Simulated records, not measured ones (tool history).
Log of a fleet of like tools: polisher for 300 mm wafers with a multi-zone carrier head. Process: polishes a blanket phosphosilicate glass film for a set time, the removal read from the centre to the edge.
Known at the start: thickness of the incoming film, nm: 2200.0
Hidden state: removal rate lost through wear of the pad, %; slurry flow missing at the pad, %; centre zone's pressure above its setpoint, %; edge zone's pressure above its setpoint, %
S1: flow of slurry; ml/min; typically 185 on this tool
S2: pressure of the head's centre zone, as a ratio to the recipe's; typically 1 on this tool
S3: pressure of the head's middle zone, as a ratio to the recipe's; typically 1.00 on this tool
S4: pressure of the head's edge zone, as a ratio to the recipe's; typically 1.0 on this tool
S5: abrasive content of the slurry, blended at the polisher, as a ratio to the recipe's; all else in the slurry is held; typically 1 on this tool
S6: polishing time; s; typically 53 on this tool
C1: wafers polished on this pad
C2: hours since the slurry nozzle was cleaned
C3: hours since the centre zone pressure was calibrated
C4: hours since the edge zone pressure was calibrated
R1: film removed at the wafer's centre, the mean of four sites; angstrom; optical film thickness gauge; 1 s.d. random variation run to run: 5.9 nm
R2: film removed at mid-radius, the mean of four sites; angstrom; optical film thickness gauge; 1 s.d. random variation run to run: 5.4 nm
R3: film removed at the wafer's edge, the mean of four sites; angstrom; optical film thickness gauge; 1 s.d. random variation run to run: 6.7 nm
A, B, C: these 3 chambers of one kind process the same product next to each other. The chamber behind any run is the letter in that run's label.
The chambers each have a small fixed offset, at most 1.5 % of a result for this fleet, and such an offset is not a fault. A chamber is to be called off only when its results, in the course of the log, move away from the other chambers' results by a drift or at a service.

Run 1B, hour 4.3: usual settings; C1 291; C2 262.4; C3 514.2; C4 556.1. Result: R1 5591.8 angstrom, R2 5761.6 angstrom, R3 5635.9 angstrom.
Run 2C, hour 11.0: usual settings; C1 936; C2 126.0; C3 259.9; C4 203.1. Result: R1 5607.1 angstrom, R2 5612.0 angstrom, R3 5781.6 angstrom.
Run 3A, hour 15.0: usual settings; C1 303; C2 177.2; C3 1197.6; C4 544.8. Result: R1 5571.8 angstrom, R2 5642.7 angstrom, R3 5691.2 angstrom.
At hour 16.4: chamber A: slurry nozzle cleaned.
Run 4C, hour 20.2: usual settings; C1 1007; C2 135.2; C3 269.1; C4 212.3. Result: R1 5654.1 angstrom, R2 5577.8 angstrom, R3 5571.5 angstrom.
Run 5B, hour 27.4: usual settings; C1 471; C2 285.5; C3 537.3; C4 579.2. Result: R1 5496.8 angstrom, R2 5724.9 angstrom, R3 5616.8 angstrom.
At hour 28.1: chamber C: worn pad replaced by a new one.
Run 6A, hour 33.3: usual settings but S3 1.04; C1 445; C2 16.9; C3 1215.9; C4 563.1. Result: R1 5588.1 angstrom, R2 5853.6 angstrom, R3 5705.3 angstrom.
Run 7A, hour 41.3: usual settings but S3 1.04; C1 508; C2 24.9; C3 1223.9; C4 571.1. Result: R1 5612.3 angstrom, R2 5785.8 angstrom, R3 5680.1 angstrom.
At hour 45.9: chamber B: worn pad replaced by a new one.
Run 8C, hour 49.8: usual settings but S3 1.04; C1 169; C2 164.8; C3 298.7; C4 241.9. Result: R1 5679.7 angstrom, R2 5744.6 angstrom, R3 5716.2 angstrom.
Run 9B, hour 57.3: usual settings; C1 89; C2 315.4; C3 567.2; C4 609.1. Result: R1 5635.8 angstrom, R2 5627.2 angstrom, R3 5593.0 angstrom.
Run 10A, hour 62.6: usual settings; C1 674; C2 46.2; C3 1245.2; C4 592.4. Result: R1 5678.6 angstrom, R2 5651.5 angstrom, R3 5610.4 angstrom.
Run 11C, hour 67.8: usual settings; C1 310; C2 182.8; C3 316.7; C4 259.9. Result: R1 5532.9 angstrom, R2 5590.9 angstrom, R3 5534.6 angstrom.
Run 12B, hour 74.1: usual settings; C1 220; C2 332.2; C3 584.0; C4 625.9. Result: R1 5587.9 angstrom, R2 5699.4 angstrom, R3 5667.8 angstrom.
Run 13A, hour 82.8: usual settings; C1 831; C2 66.4; C3 1265.4; C4 612.6. Result: R1 5539.8 angstrom, R2 5528.3 angstrom, R3 5620.7 angstrom.
Run 14C, hour 87.3: usual settings; C1 461; C2 202.3; C3 336.2; C4 279.4. Result: R1 5691.7 angstrom, R2 5636.4 angstrom, R3 5738.8 angstrom.
Run 15B, hour 94.0: usual settings; C1 375; C2 352.1; C3 603.9; C4 645.8. Result: R1 5694.9 angstrom, R2 5689.9 angstrom, R3 5589.7 angstrom.
Run 16A, hour 100.4: usual settings but S6 69 s; C1 968; C2 84.0; C3 1283.0; C4 630.2. Result: R1 7203.8 angstrom, R2 7135.5 angstrom, R3 7136.9 angstrom.
Run 17B, hour 104.7: usual settings but S6 69 s; C1 458; C2 362.8; C3 614.6; C4 656.5. Result: R1 7250.5 angstrom, R2 7476.8 angstrom, R3 7462.1 angstrom.
Run 18C, hour 109.9: usual settings but S6 69 s; C1 638; C2 224.9; C3 358.8; C4 302.0. Result: R1 7526.7 angstrom, R2 7258.4 angstrom, R3 7421.1 angstrom.
Run 19B, hour 118.4: usual settings but S3 0.89; C1 565; C2 376.5; C3 628.3; C4 670.2. Result: R1 5635.5 angstrom, R2 5079.0 angstrom, R3 5613.2 angstrom.
At hour 122.7: chamber B: worn pad replaced by a new one.
Run 20A, hour 125.5: usual settings but S3 0.89; C1 1164; C2 109.1; C3 1308.1; C4 655.3. Result: R1 5271.7 angstrom, R2 4944.9 angstrom, R3 5337.3 angstrom.
Run 21C, hour 132.7: usual settings but S3 0.89; C1 815; C2 247.7; C3 381.6; C4 324.8. Result: R1 5613.0 angstrom, R2 5059.1 angstrom, R3 5782.4 angstrom.
Run 22B, hour 140.0: usual settings; C1 135; C2 398.1; C3 649.9; C4 691.8. Result: R1 5596.1 angstrom, R2 5651.9 angstrom, R3 5694.1 angstrom.
Run 23A, hour 145.2: usual settings; C1 1317; C2 128.8; C3 1327.8; C4 675.0. Result: R1 5321.6 angstrom, R2 5385.6 angstrom, R3 5289.7 angstrom.
Run 24C, hour 152.4: usual settings; C1 969; C2 267.4; C3 401.3; C4 344.5. Result: R1 5643.1 angstrom, R2 5651.5 angstrom, R3 5647.0 angstrom.
At hour 153.9: chamber A: centre zone pressure recalibrated.
Run 25C, hour 161.4: usual settings; C1 1039; C2 276.4; C3 410.3; C4 353.5. Result: R1 5550.9 angstrom, R2 5657.5 angstrom, R3 5706.7 angstrom.
Run 26A, hour 168.6: usual settings; C1 1500; C2 152.2; C3 14.8; C4 698.4. Result: R1 5207.3 angstrom, R2 5198.0 angstrom, R3 5222.6 angstrom.
At hour 172.9: chamber C: worn pad replaced by a new one.
Run 27B, hour 173.8: usual settings; C1 398; C2 431.9; C3 683.7; C4 725.6. Result: R1 5609.1 angstrom, R2 5601.1 angstrom, R3 5670.3 angstrom.
Run 28B, hour 179.6: usual settings; C1 443; C2 437.7; C3 689.5; C4 731.4. Result: R1 5578.5 angstrom, R2 5680.7 angstrom, R3 5578.9 angstrom.
Run 29A, hour 185.2: usual settings; C1 1629; C2 168.8; C3 31.4; C4 715.0. Result: R1 5118.4 angstrom, R2 5061.5 angstrom, R3 5073.3 angstrom.
At hour 188.6: chamber C: slurry nozzle cleaned.
Run 30C, hour 191.3: usual settings but S3 1.05, S4 1.1; C1 143; C2 2.7; C3 440.2; C4 383.4. Result: R1 5745.4 angstrom, R2 5817.3 angstrom, R3 5988.1 angstrom.
Run 31C, hour 195.8: usual settings but S3 1.05, S4 1.1; C1 179; C2 7.2; C3 444.7; C4 387.9. Result: R1 5681.6 angstrom, R2 5874.2 angstrom, R3 5942.9 angstrom.

The same settings go to every chamber for the next run, one line per chamber below. Forecast the results for each:
Run 32A, hour 202.3: usual settings but S6 69 s. Result: R1 ?, R2 ?, R3 ?.
Run 32B, hour 202.3: usual settings but S6 69 s. Result: R1 ?, R2 ?, R3 ?.
Run 32C, hour 202.3: usual settings but S6 69 s. Result: R1 ?, R2 ?, R3 ?.

run      R1      R2      R3
32A  6660.3  6618.3  6700.5
32B  7167.3  7394.3  7185.2
32C  7311.6  7264.8  7347.6

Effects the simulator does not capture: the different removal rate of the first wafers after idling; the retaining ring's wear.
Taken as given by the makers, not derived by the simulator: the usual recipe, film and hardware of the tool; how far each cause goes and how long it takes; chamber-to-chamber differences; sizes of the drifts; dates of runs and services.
